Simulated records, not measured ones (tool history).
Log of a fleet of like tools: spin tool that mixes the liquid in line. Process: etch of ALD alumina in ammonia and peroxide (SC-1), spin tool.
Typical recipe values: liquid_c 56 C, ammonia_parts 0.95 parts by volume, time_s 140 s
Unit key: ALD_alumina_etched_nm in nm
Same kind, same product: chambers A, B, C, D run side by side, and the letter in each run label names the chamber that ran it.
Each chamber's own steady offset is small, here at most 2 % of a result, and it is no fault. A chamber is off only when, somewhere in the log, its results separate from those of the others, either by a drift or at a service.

run	hour	liquid_c	ammonia_parts	time_s	read-back film thickness of the ALD alumina reference wafer, read on the same gauge (nm)	ALD_alumina_etched_nm
1A	11.9	56	0.95	140	80.005	6.986
2D	27	56	0.95	140	80.012	6.9728
3C	39	56	0.95	140	79.985	6.9777
4B	46.6	56	0.95	140	80.004	7.1095
5A	58	56	0.95	140	80.004	7.002
6D	64.8	52.5	0.95	140	79.998	5.7943
7C	73.5	52.5	0.95	140	80.016	5.8073
8B	80.9	52.5	0.95	140	79.999	5.8228
# hour 83.9: chamber A: new drum of ammonia solution connected
9B	89.6	52.5	0.95	140	80.004	5.7652
10A	97.6	56	0.95	140	79.995	7.0351
11C	106.1	56	0.95	140	80.001	6.9632
12D	120.5	56	0.95	140	79.992	6.9596
13B	130.8	56	0.95	140	80.005	6.9922
14D	144	56	1.2	140	80.01	7.1539
15A	152.6	56	1.2	140	79.999	7.1892
# hour 153.9: chamber C: thermometer replaced
16C	161.4	56	1.2	140	79.994	7.1634
17A	173.8	56	1.2	140	79.993	7.1867
18C	185.1	56	0.7	140	79.997	6.8172
19D	194	56	0.7	140	79.985	6.7827
20B	209.5	56	0.7	140	79.992	6.6983
21C	223.4	56	0.7	140	80.011	6.7785
22B	230.8	56	0.95	140	79.997	6.8875
23A	242.3	49	0.95	75	80.015	2.5659
# hour 243.6: chamber A: ammonia flow meter replaced
24D	253.6	49	0.95	75	80.024	2.5555
25B	260.8	49	0.95	75	79.993	2.4992
26D	269.3	49	0.95	75	80.001	2.5611
27A	282.9	56	0.95	140	80.001	7.0079
28C	298.2	56	0.55	140	80.025	6.6247
29C	307.2	56	0.55	140	79.989	6.6408
30D	319	56	0.55	140	80.002	6.6339
31B	328	56	0.55	140	79.985	6.4587
# hour 337.4: chamber B: new drum of ammonia solution connected
32A	339.1	56	0.95	140	79.999	7.005
33A	349.3	56	0.95	140	80.007	7.0705
34D	360.7	56	0.95	140	80.003	6.9671
35B	371.4	56	0.95	140	80.001	6.7039

Each of the 4 chambers runs these same settings next. Fill in every chamber's results:
36A	382.6	51	0.95	140		?
36B	382.6	51	0.95	140		?
36C	382.6	51	0.95	140		?
36D	382.6	51	0.95	140		?

run	ALD_alumina_etched_nm
36A	5.3913
36B	5.1079
36C	5.3679
36D	5.3606
